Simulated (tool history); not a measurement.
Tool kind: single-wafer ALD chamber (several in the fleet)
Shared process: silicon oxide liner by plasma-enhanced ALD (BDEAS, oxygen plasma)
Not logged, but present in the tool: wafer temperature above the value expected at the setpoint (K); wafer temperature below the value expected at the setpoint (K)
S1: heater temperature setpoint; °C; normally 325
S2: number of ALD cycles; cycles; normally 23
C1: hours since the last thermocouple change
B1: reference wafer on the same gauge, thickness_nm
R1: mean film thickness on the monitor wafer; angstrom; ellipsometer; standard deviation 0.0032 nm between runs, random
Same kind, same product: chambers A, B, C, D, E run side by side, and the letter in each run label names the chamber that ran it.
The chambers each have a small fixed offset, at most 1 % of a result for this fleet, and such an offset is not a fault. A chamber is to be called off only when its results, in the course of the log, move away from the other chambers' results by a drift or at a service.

run     day   S1  S2      C1      B1      R1
 1B   0.338  325  23   597.1  2.4090  20.668
 2A   0.896  325  23  1874.9  2.4090  20.464
 3E   1.350  325  23    42.1  2.4076  20.437
 4D   1.892  325  23   214.0  2.4079  20.555
 5C   2.258  325  23  1464.3  2.4082  20.686
 6D   2.608  325  23   231.2  2.4079  20.563
 7B   3.104  325  23   663.5  2.4070  20.538
 8A   3.546  337  23  1938.5  2.4062  20.121
 9C   3.900  337  23  1503.7  2.4071  20.302
10E   4.354  337  23   114.2  2.4053  20.050
11B   4.871  337  23   705.9  2.4050  20.218
12D   5.196  337  23   293.3  2.4050  20.151
13E   5.567  325  23   143.3  2.4039  20.407
14A   6.096  325  23  1999.7  2.4038  20.490
15C   6.462  319  23  1565.2  2.4038  20.843
16C   6.733  319  23  1571.7  2.4038  20.793
17D   7.092  319  23   338.8  2.4034  20.698
18E   7.562  319  23   191.2  2.4029  20.527
19A   7.942  319  23  2044.0  2.4021  20.559
20B   8.425  325  23   791.2  2.4016  20.499
21C   8.904  320  27  1623.8  2.4017  24.372
22E   9.225  320  27   231.1  2.4015  24.075
23D   9.496  320  27   396.5  2.4015  24.297
24B   9.879  320  27   826.1  2.4009  24.278
25A  10.292  320  27  2100.4  2.4001  24.101
26D  10.746  325  23   426.5  2.3986  20.543
27A  11.133  325  23  2120.6  2.3986  20.454
28B  11.683  325  23   869.4  2.3990  20.573
29E  12.038  325  23   298.6  2.3979  20.331
30C  12.425  325  23  1708.3  2.3985  20.583
31E  12.750  325  23   315.7  2.3977  20.296
32A  13.267  325  23  2171.8  2.3967  20.390
33C  13.771  325  23  1740.6  2.3956  20.532
34B  14.192  325  23   929.6  2.3957  20.458
35D  14.450  339  27   515.4  2.3957  23.586
36A  14.804  339  27  2208.7  2.3953  23.349
37C  15.354  339  27  1778.6  2.3955  23.613

Is one chamber out of step, is the gauge drifting, or do the chambers differ by no more than their own small offsets? For an off chamber, give its letter and the likeliest cause.

It is the gauge, not a chamber: its drift shows up in every chamber's results at once, and no chamber is off.
What lies behind it: gauge reads low (%) = 0.646.
